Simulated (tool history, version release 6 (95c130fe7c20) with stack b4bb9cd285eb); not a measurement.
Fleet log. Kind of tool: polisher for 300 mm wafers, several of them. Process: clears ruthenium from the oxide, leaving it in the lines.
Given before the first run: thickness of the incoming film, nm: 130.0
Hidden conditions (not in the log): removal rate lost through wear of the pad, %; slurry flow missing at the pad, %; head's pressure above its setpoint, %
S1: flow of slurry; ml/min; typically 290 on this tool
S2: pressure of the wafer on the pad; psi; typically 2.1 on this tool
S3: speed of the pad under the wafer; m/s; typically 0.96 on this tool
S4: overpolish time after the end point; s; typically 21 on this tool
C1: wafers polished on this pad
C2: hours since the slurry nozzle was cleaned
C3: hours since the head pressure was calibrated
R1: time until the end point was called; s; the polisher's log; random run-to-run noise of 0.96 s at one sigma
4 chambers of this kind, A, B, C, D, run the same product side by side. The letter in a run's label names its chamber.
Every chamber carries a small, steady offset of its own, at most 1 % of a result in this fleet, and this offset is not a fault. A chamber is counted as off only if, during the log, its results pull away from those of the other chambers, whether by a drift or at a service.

run	hour	S1	S2	S3	S4	C1	C2	C3	R1
# hour 1.7: chamber D: slurry nozzle cleaned
1B	5.0	290	2.1	0.96	21	216	483.8	112.0	117.64
2A	9.3	290	2.1	0.96	21	166	53.2	488.0	115.65
3C	13.5	290	2.1	0.96	21	239	631.8	467.3	116.81
4D	18.2	290	2.1	0.96	21	1203	16.5	1263.1	116.42
5B	21.6	290	2.1	0.96	21	294	500.4	128.6	117.19
6C	24.8	290	2.1	0.96	21	293	643.1	478.6	117.42
7A	28.1	290	2.1	0.96	21	254	72.0	506.8	115.07
# hour 29.6: chamber C: slurry nozzle cleaned
8D	32.0	290	2.1	0.96	21	1268	30.3	1276.9	116.21
# hour 34.5: chamber D: worn pad replaced by a new one
9C	34.5	290	2.1	1.12	14	338	5.0	488.3	101.21
10B	38.4	290	2.1	1.12	14	374	517.2	145.4	100.24
11D	41.7	290	2.1	1.12	14	34	40.0	1286.6	100.46
12A	45.3	290	2.1	1.12	14	335	89.2	524.0	100.49
13B	50.0	290	2.1	0.96	21	428	528.8	157.0	118.34
14D	54.2	290	2.1	0.96	21	93	52.5	1299.1	116.18
15C	59.4	290	2.1	0.96	21	456	29.9	513.2	116.56
16A	63.1	290	2.1	0.96	21	419	107.0	541.8	117.45
17D	65.7	290	2.1	0.96	21	147	64.0	1310.6	117.30
18B	70.8	290	2.1	0.96	21	527	549.6	177.8	124.27
19A	74.3	200	2.1	0.96	21	472	118.2	553.0	121.15
20C	79.7	200	2.1	0.96	21	552	50.2	533.5	121.33
21D	83.4	200	2.1	0.96	21	231	81.7	1328.3	120.93
22B	87.2	200	2.1	0.96	21	604	566.0	194.2	131.24
23A	91.0	290	2.1	0.96	21	551	134.9	569.7	116.54
24C	96.3	290	2.1	0.96	21	630	66.8	550.1	116.40
25B	99.0	290	2.1	0.96	21	660	577.8	206.0	129.49
26A	104.4	215	2.1	0.96	21	614	148.3	583.1	120.65
27C	106.9	215	2.1	0.96	21	680	77.4	560.7	119.74
28D	109.9	215	2.1	0.96	21	356	108.2	1354.8	122.19

The same settings go to every chamber for the next run, one line per chamber below. Forecast the results for each:
29A	114.0	360	2.1	0.96	21				?
29B	114.0	360	2.1	0.96	21				?
29C	114.0	360	2.1	0.96	21				?
29D	114.0	360	2.1	0.96	21				?

run	R1
29A	113.85
29B	128.86
29C	115.03
29D	114.47

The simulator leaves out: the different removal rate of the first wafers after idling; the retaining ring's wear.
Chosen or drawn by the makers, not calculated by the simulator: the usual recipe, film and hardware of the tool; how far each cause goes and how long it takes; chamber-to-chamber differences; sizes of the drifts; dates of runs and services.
